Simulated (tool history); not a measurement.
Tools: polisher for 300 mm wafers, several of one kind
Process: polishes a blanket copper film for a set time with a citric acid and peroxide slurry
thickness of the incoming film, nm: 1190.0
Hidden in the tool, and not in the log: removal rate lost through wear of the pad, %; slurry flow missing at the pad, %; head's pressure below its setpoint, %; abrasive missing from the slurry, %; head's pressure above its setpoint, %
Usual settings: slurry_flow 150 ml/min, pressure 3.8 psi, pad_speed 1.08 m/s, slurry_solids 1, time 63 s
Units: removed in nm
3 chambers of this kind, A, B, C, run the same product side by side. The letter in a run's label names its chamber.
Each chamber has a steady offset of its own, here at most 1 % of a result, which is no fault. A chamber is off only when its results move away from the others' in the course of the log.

run,day,slurry_flow,pressure,pad_speed,slurry_solids,time,wafers polished on this pad,hours since the slurry nozzle was cleaned,hours since the head pressure was calibrated,hours since the slurry blender was calibrated,removed
1A,0.329,150,3.8,1.08,1,63,97,341.3,1486,39.2,173.22
2B,0.717,150,3.8,1.08,1,63,492,32.2,397.8,245.6,170.68
3C,0.933,150,3.8,1.08,1,63,399,567.1,610.1,31.2,172.97
4B,1.321,150,3.8,1.08,1,63,617,46.7,412.3,260.1,172.12
5C,1.625,150,3.8,1.08,1,63,543,583.7,626.7,47.8,174.56
6A,1.925,150,3.8,1.08,1,63,429,379.6,1524.3,77.5,171.37
# day 2.183: chamber B: worn pad replaced by a new one
7A,2.296,150,3.8,1.08,1,63,507,388.5,1533.2,86.4,171.15
8C,2.488,150,3.8,1.08,1,63,723,604.4,647.4,68.5,172.28
# day 2.638: chamber A: worn pad replaced by a new one
# day 2.858: chamber C: worn pad replaced by a new one
9B,2.858,150,3.8,1.08,1,63,140,83.6,449.2,297,170.98
10C,3.158,150,3.8,1.08,1,63,62,620.5,663.5,84.6,172.94
# day 3.196: chamber B: slurry blender recalibrated
# day 3.208: chamber A: slurry nozzle cleaned
11A,3.392,150,3.8,1.08,1,63,157,4.4,1559.5,112.7,170.71
12B,3.579,150,3.8,1.08,1,63,291,100.9,466.5,9.2,175.74
13B,3.792,150,3.8,1.08,1,63,335,106,471.6,14.3,173.15
14A,3.992,150,3.8,1.08,1,82,282,18.8,1573.9,127.1,227.62
15C,4.192,150,3.8,1.08,1,82,278,645.3,688.3,109.4,223.42
# day 4.55: chamber A: head pressure recalibrated
16C,4.588,150,3.8,1.08,1,82,360,654.8,697.8,118.9,228.49
17A,4.892,150,3.8,1.08,1,63,469,40.4,8.3,148.7,158.19
18B,5.079,150,3.8,1.08,1,63,603,136.9,502.5,45.2,170.84
# day 5.204: chamber C: slurry nozzle cleaned
# day 5.233: chamber A: worn pad replaced by a new one
19A,5.417,150,3.8,1.08,1,63,38,53,20.9,161.3,155.79
20C,5.612,150,3.8,1.08,1,63,573,9.8,722.4,143.5,174.72
21B,5.946,150,3.1,1.08,1,63,783,157.7,523.3,66,141.43
22A,6.212,150,3.1,1.08,1,63,204,72.1,40,180.4,127.13
23B,6.454,150,3.1,1.08,1,63,889,169.9,535.5,78.2,140.66
# day 6.483: chamber B: worn pad replaced by a new one
# day 6.538: chamber C: worn pad replaced by a new one
24C,6.658,150,3.8,1.08,1,63,25,34.9,747.5,168.6,174.01
25A,7.05,150,3.8,1.08,1,63,378,92.2,60.1,200.5,157.31
26B,7.358,150,3.8,1.08,1,63,182,191.6,557.2,99.9,170.93

Is one chamber off against the others, does the gauge drift, or is nothing wrong? If a chamber is off, say which, and what the likeliest cause is.

A service left chamber A off against the others.
Cause: head's pressure below its setpoint, % = 9.28.

Here are 4 candidates for chamber A's next run, each the usual settings with a change, their results left as question marks. Which one brings its results back in line with what the others give on the usual settings?
In line means no further than this from the other chambers' mean on the usual settings: removed 6.5 nm
27A-1,7.654,150,3.9,1.08,1,64,,,,,?
27A-2,7.654,90,3.8,1.08,1,63,,,,,?
27A-3,7.654,150,3.8,1.04,1,63,,,,,?
27A-4,7.654,150,3.9,1.12,1,65,,,,,?

The other chambers' mean on the usual settings: removed 173.71 nm
run,removed
27A-1,163.81
27A-2,140.69
27A-3,151.52
27A-4,172.33
27A-4 brings the chamber back in line.
